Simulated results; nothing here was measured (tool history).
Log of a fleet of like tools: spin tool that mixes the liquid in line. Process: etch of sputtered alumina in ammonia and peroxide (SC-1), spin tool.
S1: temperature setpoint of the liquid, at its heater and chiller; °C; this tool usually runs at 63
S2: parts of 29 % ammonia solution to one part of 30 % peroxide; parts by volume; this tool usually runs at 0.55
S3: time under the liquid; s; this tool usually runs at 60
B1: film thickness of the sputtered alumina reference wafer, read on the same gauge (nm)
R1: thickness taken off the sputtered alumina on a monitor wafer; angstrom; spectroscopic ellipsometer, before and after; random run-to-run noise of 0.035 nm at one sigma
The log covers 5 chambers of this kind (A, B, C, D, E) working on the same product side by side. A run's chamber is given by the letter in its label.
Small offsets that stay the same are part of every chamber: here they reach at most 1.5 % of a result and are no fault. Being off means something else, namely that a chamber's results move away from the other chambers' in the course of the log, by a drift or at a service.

| run | day | S1 | S2 | S3 | B1 | R1 |
|---|---|---|---|---|---|---|
| 1B | 0.192 | 63 | 0.55 | 60 | 150.02 | 58.068 |
| 2D | 0.412 | 63 | 0.55 | 60 | 150.03 | 57.437 |
| 3A | 0.662 | 63 | 0.55 | 60 | 149.99 | 59.079 |
| 4C | 0.858 | 63 | 0.55 | 60 | 150.03 | 57.640 |
| 5E | 1.025 | 63 | 0.55 | 60 | 149.97 | 57.819 |
| 6A | 1.238 | 63 | 0.55 | 60 | 149.98 | 58.649 |
| 7D | 1.404 | 63 | 0.55 | 60 | 150.02 | 58.418 |
| 8B | 1.554 | 63 | 0.55 | 60 | 150.02 | 58.060 |
| 9E | 1.704 | 63 | 0.55 | 60 | 149.97 | 57.995 |
| 10C | 1.896 | 63 | 0.55 | 60 | 150.01 | 58.358 |
| 11A | 2.008 | 63 | 0.55 | 60 | 149.94 | 59.495 |
| 12E | 2.158 | 63 | 0.55 | 60 | 149.99 | 57.924 |
| 13B | 2.425 | 63 | 0.55 | 60 | 150.00 | 57.709 |
| 14C | 2.629 | 63 | 0.55 | 60 | 150.01 | 57.909 |
|  | 2.633 | chamber B: new drum of ammonia solution connected |
| 15D | 2.846 | 63 | 0.55 | 60 | 149.97 | 57.581 |
| 16A | 3.000 | 63 | 0.55 | 60 | 150.00 | 59.586 |
| 17E | 3.179 | 63 | 0.55 | 60 | 149.99 | 58.348 |
| 18B | 3.438 | 63 | 0.55 | 60 | 150.02 | 57.617 |
| 19C | 3.567 | 63 | 0.55 | 60 | 150.02 | 57.764 |
| 20D | 3.704 | 63 | 0.55 | 60 | 149.98 | 57.942 |
| 21C | 3.871 | 63 | 0.55 | 60 | 149.99 | 58.297 |
|  | 3.992 | chamber E: ammonia flow meter replaced |
| 22A | 4.054 | 57 | 0.80 | 60 | 149.98 | 44.554 |
| 23D | 4.300 | 57 | 0.80 | 60 | 150.00 | 44.003 |
| 24B | 4.546 | 57 | 0.80 | 60 | 149.92 | 44.710 |
| 25E | 4.717 | 57 | 0.80 | 60 | 150.01 | 44.603 |
| 26A | 4.917 | 57 | 0.80 | 60 | 150.00 | 44.842 |
| 27D | 5.075 | 63 | 0.55 | 60 | 149.99 | 58.210 |
| 28B | 5.238 | 63 | 0.55 | 60 | 150.04 | 58.068 |
| 29C | 5.362 | 63 | 0.55 | 60 | 149.96 | 58.391 |
| 30E | 5.529 | 63 | 0.55 | 60 | 150.02 | 57.740 |
| 31E | 5.712 | 63 | 0.55 | 60 | 150.04 | 58.033 |
| 32A | 5.975 | 63 | 0.55 | 60 | 150.06 | 59.047 |
| 33C | 6.192 | 63 | 0.40 | 60 | 149.97 | 56.458 |
| 34B | 6.429 | 63 | 0.40 | 60 | 150.01 | 55.580 |

One chamber off, gauge drift, or nothing amiss beyond the chambers' own small offsets? If it is a chamber, which one, and what is the likeliest cause?

Neither any chamber nor the gauge drifts; the chambers differ only by their own small, steady offsets.
